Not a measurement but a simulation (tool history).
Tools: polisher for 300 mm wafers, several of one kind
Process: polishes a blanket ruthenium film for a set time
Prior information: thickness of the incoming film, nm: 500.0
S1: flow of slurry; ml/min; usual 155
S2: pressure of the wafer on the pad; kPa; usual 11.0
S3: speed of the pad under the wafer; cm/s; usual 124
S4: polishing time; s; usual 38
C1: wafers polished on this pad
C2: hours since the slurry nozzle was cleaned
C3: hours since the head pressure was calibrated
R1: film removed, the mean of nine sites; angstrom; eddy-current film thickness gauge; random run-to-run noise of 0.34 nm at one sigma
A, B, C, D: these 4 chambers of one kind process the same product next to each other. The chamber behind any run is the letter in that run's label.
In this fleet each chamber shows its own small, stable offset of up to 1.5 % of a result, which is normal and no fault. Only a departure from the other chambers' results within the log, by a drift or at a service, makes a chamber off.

run	day	S1	S2	S3	S4	C1	C2	C3	R1
1B	0.133	155	11.0	124	38	1175	710.1	700.0	413.94
2A	0.392	155	11.0	124	38	226	30.0	417.1	424.27
# day 0.421: chamber B: worn pad replaced by a new one
# day 0.633: chamber D: worn pad replaced by a new one
3C	0.633	155	11.0	124	38	1100	359.3	659.6	416.98
# day 0.650: chamber B: slurry nozzle cleaned
4D	0.833	155	11.0	124	38	64	389.9	589.7	420.49
5C	1.038	155	11.0	124	38	1227	369.0	669.3	417.51
6D	1.267	155	11.0	124	38	200	400.3	600.1	418.94
7A	1.404	115	11.0	124	42	544	54.3	441.4	439.76
# day 1.421: chamber C: slurry nozzle cleaned
8B	1.688	115	11.0	124	42	398	25.0	737.3	439.16
# day 1.746: chamber A: worn pad replaced by a new one
9B	1.842	115	11.0	124	42	446	28.7	741.0	440.04
10A	2.054	115	11.0	124	42	97	69.9	457.0	444.82
11D	2.250	155	11.0	124	38	508	423.9	623.7	425.13
# day 2.321: chamber D: slurry nozzle cleaned
12C	2.421	155	11.0	124	38	1662	24.1	702.5	411.09
13D	2.575	155	13.8	124	38	610	6.2	631.5	521.92
14B	2.833	155	13.8	124	38	757	52.5	764.8	521.25
15C	3.071	155	13.8	124	38	1866	39.7	718.1	510.83
16A	3.283	155	13.8	124	38	483	99.4	486.5	523.52
# day 3.492: chamber A: worn pad replaced by a new one
17D	3.546	155	11.0	124	38	915	29.5	654.8	423.36
18A	3.729	155	11.0	124	46	74	110.1	497.2	511.41
19B	3.958	155	11.0	124	46	1111	79.5	791.8	507.75
20C	4.217	155	11.0	124	46	2225	67.2	745.6	495.40
21D	4.379	155	11.0	124	46	1177	49.5	674.8	497.72
# day 4.650: chamber D: worn pad replaced by a new one
22A	4.654	155	11.0	124	38	365	132.3	519.4	424.99
# day 4.762: chamber B: worn pad replaced by a new one
23B	4.921	155	11.0	124	38	50	102.6	814.9	423.96
24C	5.217	155	11.0	124	38	2539	91.2	769.6	411.68
25A	5.388	155	11.0	124	38	595	149.9	537.0	415.63
# day 5.475: chamber A: worn pad replaced by a new one
26D	5.550	155	11.0	124	38	283	77.6	702.9	413.54
27C	5.762	205	11.0	124	38	2711	104.3	782.7	415.49
28B	5.900	205	11.0	124	38	357	126.1	838.4	436.98
29C	6.075	205	11.0	124	38	2809	111.8	790.2	423.41
30D	6.271	205	11.0	124	38	509	94.9	720.2	432.78
# day 6.392: chamber A: head pressure recalibrated
31A	6.538	155	11.0	124	38	334	177.5	3.5	430.05
32B	6.721	155	11.0	124	38	615	145.8	858.1	416.61
33A	6.888	200	11.0	124	38	444	185.9	11.9	438.09
34B	7.083	200	11.0	124	38	729	154.5	866.8	432.03
# day 7.204: chamber A: worn pad replaced by a new one
35C	7.296	200	11.0	124	38	3192	141.1	819.5	411.77
36D	7.496	200	11.0	124	38	894	124.3	749.6	436.40
37D	7.792	155	11.0	124	38	987	131.4	756.7	416.99
38A	7.988	155	11.0	124	38	246	212.3	38.3	415.11
39C	8.188	155	11.0	124	38	3472	162.5	840.9	393.07
40B	8.325	155	11.0	124	38	1119	184.3	896.6	423.55
41C	8.617	155	11.0	124	38	3607	172.8	851.2	395.04
42B	8.783	155	11.0	124	38	1262	195.3	907.6	410.53
43A	8.988	155	11.0	124	38	560	236.3	62.3	421.75

Decide between three cases: one chamber stands off from its peers, the gauge reading all wafers drifts, or nothing is wrong past each chamber's small offset. Where a chamber is off, say which and what most likely put it there.

It is chamber C that slowly wanders off from its peers.
What lies behind it: removal rate lost through wear of the pad, % = 7.4.
The log might look much the same if the cause were instead: head's pressure below its setpoint, %.

Below are 4 candidate recipes for chamber C's next run, each the usual settings with a change, their results shown as question marks. Which of them brings C's results back in line with what the other chambers give on the usual settings?
Allowed miss from the other chambers' usual-settings mean, per result, to count as in line: R1 12.00 angstrom
44C-1	9.200	155	11.0	122	38				?
44C-2	9.200	155	11.0	130	39				?
44C-3	9.200	175	11.0	124	38				?
44C-4	9.200	155	10.3	124	38				?

Average result of the remaining chambers running the usual settings: R1 418.94 angstrom
run	R1
44C-1	382.63
44C-2	418.28
44C-3	396.42
44C-4	364.86
44C-2 puts the chamber back in line with the other chambers.
